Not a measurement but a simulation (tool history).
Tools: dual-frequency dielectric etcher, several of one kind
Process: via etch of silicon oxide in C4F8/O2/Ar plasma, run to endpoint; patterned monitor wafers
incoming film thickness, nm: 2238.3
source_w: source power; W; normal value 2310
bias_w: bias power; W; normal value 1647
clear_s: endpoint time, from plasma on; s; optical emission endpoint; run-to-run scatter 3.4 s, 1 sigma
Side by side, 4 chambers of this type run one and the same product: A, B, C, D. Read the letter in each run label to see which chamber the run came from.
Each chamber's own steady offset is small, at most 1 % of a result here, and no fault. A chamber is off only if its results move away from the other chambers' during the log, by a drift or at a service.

run,day,source_w,bias_w,hours since the last wet clean,hours since the last source power generator calibration,hours since the last bias power generator calibration,clear_s
1D,0.471,2310,1647,171.9,1616.5,1515.5,436.41
2A,0.700,2310,1647,118.0,28.3,1364.3,443.11
3C,1.117,2310,1647,446.2,2001.4,2975.8,437.23
4B,1.408,2310,1647,253.5,1288.3,1281.5,444.26
# day 1.762: chamber C: wet clean of the chamber
5C,1.850,2310,1441,2.2,2019.0,2993.4,457.70
6A,2.075,2310,1441,151.0,61.3,1397.3,449.56
7B,2.492,2310,1441,279.5,1314.3,1307.5,460.86
8D,2.975,2310,1441,232.0,1676.6,1575.6,452.99
9C,3.342,2310,1647,38.0,2054.8,3029.2,434.38
10A,3.808,2310,1647,192.6,102.9,1438.9,435.97
11D,4.038,2310,1647,257.5,1702.1,1601.1,439.45
12B,4.267,2310,1647,322.1,1356.9,1350.1,445.31
13B,4.612,2800,1647,330.4,1365.2,1358.4,410.95
14C,5.000,2800,1647,77.8,2094.6,3069.0,406.50
15A,5.338,2800,1647,229.3,139.6,1475.6,403.96
16D,5.604,2800,1647,295.1,1739.7,1638.7,402.40
# day 5.775: chamber B: wet clean of the chamber
17B,6.000,2310,1647,5.4,1398.5,1391.7,444.90
18D,6.471,2310,1647,315.9,1760.5,1659.5,437.13
19A,6.900,2310,1647,266.8,177.1,1513.1,440.19
20C,7.192,2310,1647,130.4,2147.2,3121.6,435.63
21A,7.504,2310,1647,281.3,191.6,1527.6,431.38
22D,7.779,2310,1647,347.3,1791.9,1690.9,429.70
23C,8.129,2600,1647,152.9,2169.7,3144.1,417.72
24B,8.362,2600,1647,62.1,1455.2,1448.4,423.26
25D,8.754,2600,1647,370.7,1815.3,1714.3,415.02
26C,9.088,2600,1647,175.9,2192.7,3167.1,420.09
27B,9.362,2310,1647,86.1,1479.2,1472.4,438.65
28A,9.762,1950,1928,335.5,245.8,1581.8,451.20
# day 10.071: chamber D: wet clean of the chamber
29D,10.096,1950,1928,0.6,1847.5,1746.5,445.94
30C,10.542,1950,1928,210.8,2227.6,3202.0,444.85
31A,10.925,1950,1928,363.4,273.7,1609.7,446.18
32B,11.383,2310,1647,134.6,1527.7,1520.9,438.67
33D,11.708,2310,1647,39.3,1886.2,1785.2,432.45
34A,12.021,2310,1647,389.7,300.0,1636.0,438.63
35C,12.500,2070,1256,257.8,2274.6,3249.0,490.19
36B,12.979,2070,1256,172.9,1566.0,1559.2,498.51
37A,13.346,2070,1256,421.5,331.8,1667.8,489.00
38B,13.700,2070,1256,190.2,1583.3,1576.5,494.60
39D,14.162,2310,1647,98.2,1945.1,1844.1,434.19
40C,14.579,2310,1647,307.7,2324.5,3298.9,443.45

Decide between three cases: one chamber stands off from its peers, the gauge reading all wafers drifts, or nothing is wrong past each chamber's small offset. Where a chamber is off, say which and what most likely put it there.

All chambers stay in line apart from their small fixed offsets, and the gauge does not drift.
